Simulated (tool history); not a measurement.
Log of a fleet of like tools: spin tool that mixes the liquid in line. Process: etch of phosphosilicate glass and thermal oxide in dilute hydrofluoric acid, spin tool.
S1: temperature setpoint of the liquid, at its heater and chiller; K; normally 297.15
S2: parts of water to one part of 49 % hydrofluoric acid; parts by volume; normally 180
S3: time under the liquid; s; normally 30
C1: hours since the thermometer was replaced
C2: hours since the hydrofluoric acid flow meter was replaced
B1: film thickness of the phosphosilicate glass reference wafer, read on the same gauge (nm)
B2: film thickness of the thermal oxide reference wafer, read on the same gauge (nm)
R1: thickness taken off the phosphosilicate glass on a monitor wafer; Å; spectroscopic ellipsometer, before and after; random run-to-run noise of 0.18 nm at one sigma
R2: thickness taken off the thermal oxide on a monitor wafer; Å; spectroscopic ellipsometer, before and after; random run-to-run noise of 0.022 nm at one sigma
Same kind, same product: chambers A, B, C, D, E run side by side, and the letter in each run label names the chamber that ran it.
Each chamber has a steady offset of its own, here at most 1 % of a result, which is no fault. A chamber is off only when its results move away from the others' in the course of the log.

{"run": "1D", "hour": 7.9, "S1": 297.15, "S2": 180, "S3": 30, "C1": 438.9, "C2": 789.1, "B1": 80.039, "B2": 50.037, "R1": 197.9, "R2": 7.3233}
{"run": "2A", "hour": 15.0, "S1": 297.15, "S2": 180, "S3": 30, "C1": 1386.4, "C2": 948.4, "B1": 79.971, "B2": 49.984, "R1": 198.88, "R2": 7.8107}
{"run": "3E", "hour": 22.9, "S1": 297.15, "S2": 180, "S3": 30, "C1": 57.8, "C2": 556.1, "B1": 79.947, "B2": 50.016, "R1": 202.21, "R2": 7.374}
{"run": "4B", "hour": 30.8, "S1": 297.15, "S2": 180, "S3": 30, "C1": 2170.8, "C2": 652.7, "B1": 80.027, "B2": 50.004, "R1": 201.43, "R2": 8.2952}
{"run": "5C", "hour": 34.9, "S1": 297.15, "S2": 180, "S3": 30, "C1": 197, "C2": 733, "B1": 80.006, "B2": 50.002, "R1": 197.38, "R2": 7.9813}
{"run": "6D", "hour": 43.1, "S1": 297.15, "S2": 180, "S3": 30, "C1": 474.1, "C2": 824.3, "B1": 79.982, "B2": 50.034, "R1": 200.55, "R2": 7.9824}
{"run": "7B", "hour": 47.6, "S1": 297.15, "S2": 180, "S3": 30, "C1": 2187.6, "C2": 669.5, "B1": 80.014, "B2": 50.022, "R1": 201.56, "R2": 7.8556}
{"run": "8A", "hour": 55.2, "S1": 297.15, "S2": 180, "S3": 30, "C1": 1426.6, "C2": 988.6, "B1": 80.009, "B2": 50.021, "R1": 202.24, "R2": 7.4859}
{"run": "9C", "hour": 59.6, "S1": 301.65, "S2": 180, "S3": 30, "C1": 221.7, "C2": 757.7, "B1": 79.999, "B2": 49.995, "R1": 231.68, "R2": 8.9049}
{"run": "10E", "hour": 67.3, "S1": 301.65, "S2": 180, "S3": 30, "C1": 102.2, "C2": 600.5, "B1": 80.016, "B2": 50.032, "R1": 236.71, "R2": 8.7625}
{"run": "11A", "hour": 72.1, "S1": 301.65, "S2": 180, "S3": 30, "C1": 1443.5, "C2": 1005.5, "B1": 80.006, "B2": 50.049, "R1": 235.72, "R2": 8.7966}
{"run": "12C", "hour": 78.4, "S1": 301.65, "S2": 180, "S3": 30, "C1": 240.5, "C2": 776.5, "B1": 79.989, "B2": 50.031, "R1": 234.1, "R2": 9.2533}
{"run": "13E", "hour": 83.5, "S1": 301.65, "S2": 180, "S3": 30, "C1": 118.4, "C2": 616.7, "B1": 79.995, "B2": 49.985, "R1": 237.22, "R2": 8.883}
{"run": "14B", "hour": 91.3, "S1": 301.65, "S2": 180, "S3": 30, "C1": 2231.3, "C2": 713.2, "B1": 79.984, "B2": 49.963, "R1": 236.02, "R2": 9.5933}
{"run": "15D", "hour": 95.8, "S1": 301.65, "S2": 180, "S3": 30, "C1": 526.8, "C2": 877, "B1": 79.963, "B2": 50.001, "R1": 233.51, "R2": 8.7729}
{"run": "16B", "hour": 102.9, "S1": 301.65, "S2": 180, "S3": 30, "C1": 2242.9, "C2": 724.8, "B1": 79.974, "B2": 50.044, "R1": 236.11, "R2": 8.7083}
{"run": "17A", "hour": 109.5, "S1": 301.65, "S2": 180, "S3": 30, "C1": 1480.9, "C2": 1042.9, "B1": 80.016, "B2": 50.026, "R1": 235.04, "R2": 8.9471}
{"run": "18E", "hour": 113.5, "S1": 301.65, "S2": 180, "S3": 30, "C1": 148.4, "C2": 646.7, "B1": 80.018, "B2": 50.017, "R1": 236.99, "R2": 9.4002}
{"run": "19D", "hour": 120.9, "S1": 297.15, "S2": 180, "S3": 30, "C1": 551.9, "C2": 902.1, "B1": 79.989, "B2": 50.012, "R1": 197.39, "R2": 7.9139}
{"run": "20C", "hour": 125.4, "S1": 297.15, "S2": 180, "S3": 30, "C1": 287.5, "C2": 823.5, "B1": 80.001, "B2": 50.01, "R1": 195.96, "R2": 7.4834}
{"run": "21C", "hour": 129.1, "S1": 297.15, "S2": 180, "S3": 30, "C1": 291.2, "C2": 827.2, "B1": 79.969, "B2": 49.97, "R1": 200.39, "R2": 7.5993}
{"run": "22A", "hour": 135.5, "S1": 297.15, "S2": 180, "S3": 30, "C1": 1506.9, "C2": 1068.9, "B1": 79.969, "B2": 49.976, "R1": 196.73, "R2": 7.6067}
{"run": "23D", "hour": 139.3, "S1": 300.65, "S2": 180, "S3": 30, "C1": 570.3, "C2": 920.5, "B1": 79.999, "B2": 49.952, "R1": 224.82, "R2": 8.4348}
{"run": "24E", "hour": 144.7, "S1": 300.65, "S2": 180, "S3": 30, "C1": 179.6, "C2": 677.9, "B1": 79.987, "B2": 50, "R1": 228.24, "R2": 8.6272}
{"run": "25B", "hour": 152.4, "S1": 300.65, "S2": 180, "S3": 30, "C1": 2292.4, "C2": 774.3, "B1": 79.987, "B2": 50.012, "R1": 229.95, "R2": 8.5719}
{"run": "26B", "hour": 158.2, "S1": 300.65, "S2": 180, "S3": 30, "C1": 2298.2, "C2": 780.1, "B1": 79.992, "B2": 50.007, "R1": 231.02, "R2": 8.4478}
{"run": "27E", "hour": 165.2, "S1": 300.65, "S2": 180, "S3": 30, "C1": 200.1, "C2": 698.4, "B1": 79.949, "B2": 50.011, "R1": 228.03, "R2": 8.9797}
{"run": "28D", "hour": 168.9, "S1": 297.15, "S2": 110, "S3": 25, "C1": 599.9, "C2": 950.1, "B1": 79.995, "B2": 49.998, "R1": 290.37, "R2": 11.767}
{"run": "29C", "hour": 177.3, "S1": 297.15, "S2": 110, "S3": 25, "C1": 339.4, "C2": 875.4, "B1": 79.993, "B2": 50.028, "R1": 293.56, "R2": 10.753}
{"run": "30A", "hour": 182.7, "S1": 297.15, "S2": 110, "S3": 25, "C1": 1554.1, "C2": 1116.1, "B1": 79.957, "B2": 50.031, "R1": 294.23, "R2": 11.287}
{"run": "31A", "hour": 187.3, "S1": 297.15, "S2": 110, "S3": 25, "C1": 1558.7, "C2": 1120.7, "B1": 80.002, "B2": 50.026, "R1": 295.88, "R2": 11.228}
{"run": "32B", "hour": 195.7, "S1": 297.15, "S2": 110, "S3": 25, "C1": 2335.7, "C2": 817.6, "B1": 80.021, "B2": 50.015, "R1": 302.01, "R2": 11.448}
{"run": "33E", "hour": 199.6, "S1": 297.15, "S2": 180, "S3": 30, "C1": 234.5, "C2": 732.8, "B1": 80.011, "B2": 50.034, "R1": 200.6, "R2": 7.3667}
{"hour": 200.7, "done": "chamber D: hydrofluoric acid flow meter replaced"}
{"run": "34C", "hour": 206.8, "S1": 297.15, "S2": 180, "S3": 30, "C1": 368.9, "C2": 904.9, "B1": 79.99, "B2": 49.969, "R1": 198.86, "R2": 7.9811}
{"run": "35D", "hour": 210.7, "S1": 297.15, "S2": 180, "S3": 30, "C1": 641.7, "C2": 10, "B1": 79.968, "B2": 50.016, "R1": 196.5, "R2": 7.37}
{"run": "36C", "hour": 214.9, "S1": 297.15, "S2": 180, "S3": 30, "C1": 377, "C2": 913, "B1": 80.034, "B2": 49.969, "R1": 196.1, "R2": 7.3646}
{"run": "37A", "hour": 220.4, "S1": 292.65, "S2": 120, "S3": 30, "C1": 1591.8, "C2": 1153.8, "B1": 80.019, "B2": 49.97, "R1": 272.12, "R2": 10.257}
{"run": "38E", "hour": 224.1, "S1": 292.65, "S2": 120, "S3": 30, "C1": 259, "C2": 757.3, "B1": 80.002, "B2": 49.978, "R1": 268.67, "R2": 9.5996}
{"run": "39D", "hour": 228.8, "S1": 292.65, "S2": 120, "S3": 30, "C1": 659.8, "C2": 28.1, "B1": 80.046, "B2": 50.002, "R1": 264.48, "R2": 9.7735}

Read the log: is a single chamber off, either drifting away or since a service, is the gauge that measures every chamber drifting, or is nothing wrong beyond small per-chamber offsets? Name any odd chamber and what most likely caused it.

Beyond each chamber's small constant offset nothing stands out, and the gauge stays steady.

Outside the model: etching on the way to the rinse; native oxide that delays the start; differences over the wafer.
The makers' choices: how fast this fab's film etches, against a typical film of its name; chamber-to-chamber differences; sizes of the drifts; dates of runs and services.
